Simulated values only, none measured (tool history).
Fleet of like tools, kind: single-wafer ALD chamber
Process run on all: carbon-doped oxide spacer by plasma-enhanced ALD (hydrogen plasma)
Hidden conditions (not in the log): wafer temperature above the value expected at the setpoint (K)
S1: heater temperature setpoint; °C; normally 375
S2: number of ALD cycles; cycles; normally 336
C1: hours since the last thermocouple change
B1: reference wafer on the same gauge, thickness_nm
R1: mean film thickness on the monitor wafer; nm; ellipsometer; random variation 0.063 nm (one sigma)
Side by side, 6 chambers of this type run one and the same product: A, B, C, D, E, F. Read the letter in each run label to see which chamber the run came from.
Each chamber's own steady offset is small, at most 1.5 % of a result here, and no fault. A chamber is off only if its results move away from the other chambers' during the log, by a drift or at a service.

Run 1D, hour 3: usual settings; C1 2659.8; B1 18.2. Result: R1 16.885 nm.
Run 2C, hour 8.4: usual settings; C1 1153; B1 18.194. Result: R1 16.824 nm.
Run 3A, hour 14.7: usual settings; C1 1018.1; B1 18.219. Result: R1 16.615 nm.
Run 4F, hour 17.5: usual settings; C1 531.4; B1 18.21. Result: R1 16.667 nm.
Run 5E, hour 23.6: usual settings; C1 1567.2; B1 18.186. Result: R1 16.804 nm.
Run 6B, hour 27.5: usual settings; C1 2488.1; B1 18.209. Result: R1 16.676 nm.
Run 7E, hour 31.2: usual settings; C1 1574.8; B1 18.201. Result: R1 16.762 nm.
Run 8B, hour 36.5: usual settings; C1 2497.1; B1 18.198. Result: R1 16.76 nm.
Run 9D, hour 39.4: usual settings but S1 380 °C; C1 2696.2; B1 18.195. Result: R1 16.748 nm.
Run 10C, hour 43.9: usual settings but S1 380 °C; C1 1188.5; B1 18.192. Result: R1 16.817 nm.
Run 11A, hour 49.3: usual settings but S1 380 °C; C1 1052.7; B1 18.203. Result: R1 16.658 nm.
At hour 49.9: chamber D: thermocouple changed; heater temperature recalibrated.
Run 12F, hour 54.3: usual settings but S1 380 °C; C1 568.2; B1 18.193. Result: R1 16.628 nm.
Run 13D, hour 57.6: usual settings but S1 380 °C; C1 7.8; B1 18.181. Result: R1 16.862 nm.
Run 14B, hour 61: usual settings but S1 380 °C; C1 2521.6; B1 18.202. Result: R1 16.698 nm.
Run 15C, hour 65.4: usual settings but S1 387 °C, S2 310 cycles; C1 1210; B1 18.198. Result: R1 15.493 nm.
Run 16A, hour 70: usual settings but S1 387 °C, S2 310 cycles; C1 1073.4; B1 18.178. Result: R1 15.347 nm.
Run 17E, hour 75.9: usual settings but S1 387 °C, S2 310 cycles; C1 1619.5; B1 18.213. Result: R1 15.427 nm.
Run 18F, hour 82.2: usual settings but S1 387 °C, S2 310 cycles; C1 596.1; B1 18.198. Result: R1 15.271 nm.
Run 19E, hour 86.7: usual settings but S1 387 °C, S2 310 cycles; C1 1630.3; B1 18.208. Result: R1 15.626 nm.
At hour 88.8: chamber B: thermocouple changed; heater temperature recalibrated.
Run 20B, hour 92.7: usual settings but S1 387 °C, S2 310 cycles; C1 4; B1 18.205. Result: R1 15.508 nm.
Run 21D, hour 97.3: usual settings; C1 47.5; B1 18.198. Result: R1 16.834 nm.
Run 22F, hour 102.1: usual settings; C1 616; B1 18.203. Result: R1 16.594 nm.
Run 23A, hour 107.2: usual settings; C1 1110.6; B1 18.205. Result: R1 16.666 nm.
Run 24C, hour 112.8: usual settings but S2 363 cycles; C1 1257.4; B1 18.188. Result: R1 18.252 nm.
Run 25B, hour 119.1: usual settings but S2 363 cycles; C1 30.4; B1 18.205. Result: R1 18.012 nm.
Run 26F, hour 124.4: usual settings but S2 363 cycles; C1 638.3; B1 18.205. Result: R1 17.905 nm.
Run 27C, hour 130.4: usual settings but S2 363 cycles; C1 1275; B1 18.184. Result: R1 18.255 nm.
Run 28E, hour 135.5: usual settings but S2 363 cycles; C1 1679.1; B1 18.211. Result: R1 18.113 nm.
Run 29D, hour 139: usual settings but S2 363 cycles; C1 89.2; B1 18.183. Result: R1 18.068 nm.
Run 30A, hour 142.9: usual settings; C1 1146.3; B1 18.198. Result: R1 16.713 nm.
Run 31A, hour 148.5: usual settings; C1 1151.9; B1 18.198. Result: R1 16.664 nm.
Run 32C, hour 154.6: usual settings; C1 1299.2; B1 18.207. Result: R1 16.823 nm.
Run 33F, hour 158.6: usual settings; C1 672.5; B1 18.182. Result: R1 16.613 nm.
Run 34E, hour 164.2: usual settings but S1 388 °C; C1 1707.8; B1 18.197. Result: R1 16.708 nm.
Run 35D, hour 168.1: usual settings but S1 388 °C; C1 118.3; B1 18.191. Result: R1 16.907 nm.
Run 36B, hour 173.8: usual settings but S1 388 °C; C1 85.1; B1 18.209. Result: R1 16.751 nm.
Run 37F, hour 179.4: usual settings but S1 388 °C; C1 693.3; B1 18.193. Result: R1 16.58 nm.
Run 38B, hour 184.8: usual settings but S1 388 °C; C1 96.1; B1 18.214. Result: R1 16.76 nm.
Run 39D, hour 189.9: usual settings but S1 388 °C; C1 140.1; B1 18.207. Result: R1 16.662 nm.
Run 40A, hour 195.3: usual settings but S2 384 cycles; C1 1198.7; B1 18.192. Result: R1 19.054 nm.
Run 41C, hour 200.7: usual settings but S2 384 cycles; C1 1345.3; B1 18.207. Result: R1 19.276 nm.
Run 42E, hour 204.5: usual settings but S2 384 cycles; C1 1748.1; B1 18.208. Result: R1 19.2 nm.

Each of the 6 chambers runs these same settings next. Fill in every chamber's results:
Run 43A, hour 209.1: usual settings. Result: R1 ?.
Run 43B, hour 209.1: usual settings. Result: R1 ?.
Run 43C, hour 209.1: usual settings. Result: R1 ?.
Run 43D, hour 209.1: usual settings. Result: R1 ?.
Run 43E, hour 209.1: usual settings. Result: R1 ?.
Run 43F, hour 209.1: usual settings. Result: R1 ?.

run      R1
43A  16.806
43B  16.695
43C  16.947
43D   16.78
43E  16.712
43F  16.643
